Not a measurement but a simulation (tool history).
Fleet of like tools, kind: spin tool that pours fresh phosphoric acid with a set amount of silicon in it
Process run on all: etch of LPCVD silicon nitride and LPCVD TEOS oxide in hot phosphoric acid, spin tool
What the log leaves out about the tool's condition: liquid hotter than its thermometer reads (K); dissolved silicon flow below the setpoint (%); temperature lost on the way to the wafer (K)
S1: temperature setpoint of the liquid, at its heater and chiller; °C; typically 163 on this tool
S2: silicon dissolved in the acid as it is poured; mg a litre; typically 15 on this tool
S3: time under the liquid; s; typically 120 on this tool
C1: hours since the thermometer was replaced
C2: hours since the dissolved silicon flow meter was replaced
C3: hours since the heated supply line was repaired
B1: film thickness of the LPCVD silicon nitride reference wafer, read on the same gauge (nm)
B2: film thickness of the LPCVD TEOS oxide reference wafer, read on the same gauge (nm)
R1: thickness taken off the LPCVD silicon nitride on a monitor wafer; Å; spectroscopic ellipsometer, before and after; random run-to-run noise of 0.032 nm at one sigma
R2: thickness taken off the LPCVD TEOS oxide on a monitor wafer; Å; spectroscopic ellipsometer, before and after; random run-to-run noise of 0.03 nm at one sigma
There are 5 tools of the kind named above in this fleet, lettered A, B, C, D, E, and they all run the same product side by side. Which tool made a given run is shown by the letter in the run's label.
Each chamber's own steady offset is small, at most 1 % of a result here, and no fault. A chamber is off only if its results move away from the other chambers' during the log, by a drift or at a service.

| run | hour | S1 | S2 | S3 | C1 | C2 | C3 | B1 | B2 | R1 | R2 |
|---|---|---|---|---|---|---|---|---|---|---|---|
| 1E | 2.5 | 163 | 15 | 120 | 1857.9 | 1512.3 | 1146.6 | 119.99 | 49.997 | 100.14 | 2.3619 |
| 2A | 5.9 | 163 | 15 | 120 | 416.5 | 549.7 | 2748.9 | 120.05 | 50.011 | 101.52 | 1.7637 |
| 3C | 8.3 | 163 | 15 | 120 | 518.7 | 156.2 | 380.5 | 119.99 | 50.037 | 100.31 | 2.3665 |
| 4D | 10.8 | 163 | 15 | 120 | 1445.1 | 617.1 | 2471.1 | 120.04 | 50.018 | 101.34 | 2.2464 |
| 5B | 13.7 | 163 | 15 | 120 | 2410.5 | 93.3 | 514.3 | 119.98 | 50.026 | 100.43 | 2.4895 |
| 6E | 17.3 | 163 | 15 | 75 | 1872.7 | 1527.1 | 1161.4 | 120 | 50.027 | 62.41 | 1.5474 |
| 7C | 21.1 | 163 | 15 | 75 | 531.5 | 169 | 393.3 | 119.97 | 49.966 | 62.407 | 1.4924 |
|  | 22.8 | chamber E: dissolved silicon flow meter replaced |
| 8A | 23.6 | 163 | 15 | 75 | 434.2 | 567.4 | 2766.6 | 120.02 | 49.98 | 63.091 | 1.331 |
| 9B | 26.2 | 163 | 15 | 75 | 2423 | 105.8 | 526.8 | 120.02 | 49.987 | 62.813 | 1.4203 |
| 10D | 29.7 | 163 | 15 | 75 | 1464 | 636 | 2490 | 120.01 | 50.017 | 63.058 | 1.3866 |
| 11D | 32.5 | 163 | 15 | 120 | 1466.8 | 638.8 | 2492.8 | 119.99 | 49.997 | 100.3 | 1.7347 |
| 12B | 35.3 | 163 | 15 | 120 | 2432.1 | 114.9 | 535.9 | 119.99 | 49.985 | 100.1 | 2.3479 |
| 13A | 39.4 | 163 | 15 | 120 | 450 | 583.2 | 2782.4 | 120.06 | 50.043 | 101.4 | 1.8659 |
| 14C | 42.9 | 161 | 24 | 120 | 553.3 | 190.8 | 415.1 | 119.99 | 49.997 | 93.729 | 1.4033 |
| 15E | 46.1 | 161 | 24 | 120 | 1901.5 | 23.4 | 1190.2 | 119.99 | 50.006 | 93.558 | 1.2758 |
| 16A | 50 | 161 | 24 | 120 | 460.6 | 593.8 | 2793 | 119.95 | 49.992 | 94.64 | 1.7767 |
| 17D | 52.6 | 161 | 24 | 120 | 1486.9 | 658.9 | 2512.9 | 119.97 | 49.964 | 93.859 | 1.4981 |
| 18E | 57.2 | 161 | 24 | 120 | 1912.6 | 34.5 | 1201.3 | 120.06 | 49.978 | 93.827 | 1.2271 |
| 19B | 60.8 | 163 | 15 | 120 | 2457.6 | 140.4 | 561.4 | 120.02 | 50.02 | 101.19 | 2.1169 |
| 20C | 65.5 | 163 | 15 | 120 | 575.9 | 213.4 | 437.7 | 120.01 | 49.984 | 100.01 | 2.1513 |
| 21C | 69.3 | 163 | 15 | 120 | 579.7 | 217.2 | 441.5 | 120.01 | 50.03 | 100.38 | 1.9166 |
| 22E | 71.6 | 163 | 15 | 120 | 1927 | 48.9 | 1215.7 | 120.04 | 50.008 | 100.09 | 2.3934 |
| 23A | 73.8 | 163 | 15 | 120 | 484.4 | 617.6 | 2816.8 | 120.01 | 50.009 | 101.4 | 2.1717 |
| 24B | 78.1 | 163 | 15 | 120 | 2474.9 | 157.7 | 578.7 | 120 | 49.964 | 100.99 | 2.296 |
| 25D | 80.9 | 163 | 6 | 120 | 1515.2 | 687.2 | 2541.2 | 120.02 | 49.994 | 100.83 | 2.5279 |
| 26D | 84.3 | 163 | 6 | 120 | 1518.6 | 690.6 | 2544.6 | 120.02 | 50.029 | 100.66 | 2.6828 |
| 27E | 89.3 | 163 | 6 | 120 | 1944.7 | 66.6 | 1233.4 | 120 | 50 | 100.22 | 2.4057 |
| 28B | 94.3 | 163 | 6 | 120 | 2491.1 | 173.9 | 594.9 | 119.93 | 49.958 | 100.78 | 2.2122 |
| 29A | 97.4 | 163 | 6 | 120 | 508 | 641.2 | 2840.4 | 120.02 | 49.978 | 101.36 | 2.4953 |
| 30C | 101.3 | 163 | 15 | 180 | 611.7 | 249.2 | 473.5 | 119.99 | 49.972 | 150.77 | 2.9663 |
| 31A | 104.5 | 163 | 15 | 180 | 515.1 | 648.3 | 2847.5 | 120.01 | 50.004 | 151.75 | 3.8795 |
| 32B | 108.6 | 163 | 15 | 180 | 2505.4 | 188.2 | 609.2 | 120.02 | 49.992 | 150.76 | 3.3914 |
| 33D | 112.6 | 163 | 15 | 180 | 1546.9 | 718.9 | 2572.9 | 120.02 | 49.958 | 151.34 | 2.6799 |

Next, every chamber runs the same settings. What will each give?
| 34A | 116.2 | 163 | 15 | 120 |  |  |  |  |  | ? | ? |
| 34B | 116.2 | 163 | 15 | 120 |  |  |  |  |  | ? | ? |
| 34C | 116.2 | 163 | 15 | 120 |  |  |  |  |  | ? | ? |
| 34D | 116.2 | 163 | 15 | 120 |  |  |  |  |  | ? | ? |
| 34E | 116.2 | 163 | 15 | 120 |  |  |  |  |  | ? | ? |

| run | R1 | R2 |
|---|---|---|
| 34A | 101.27 | 2.6669 |
| 34B | 100.77 | 2.0337 |
| 34C | 100.49 | 2.1518 |
| 34D | 101 | 2.1812 |
| 34E | 100.43 | 2.7644 |
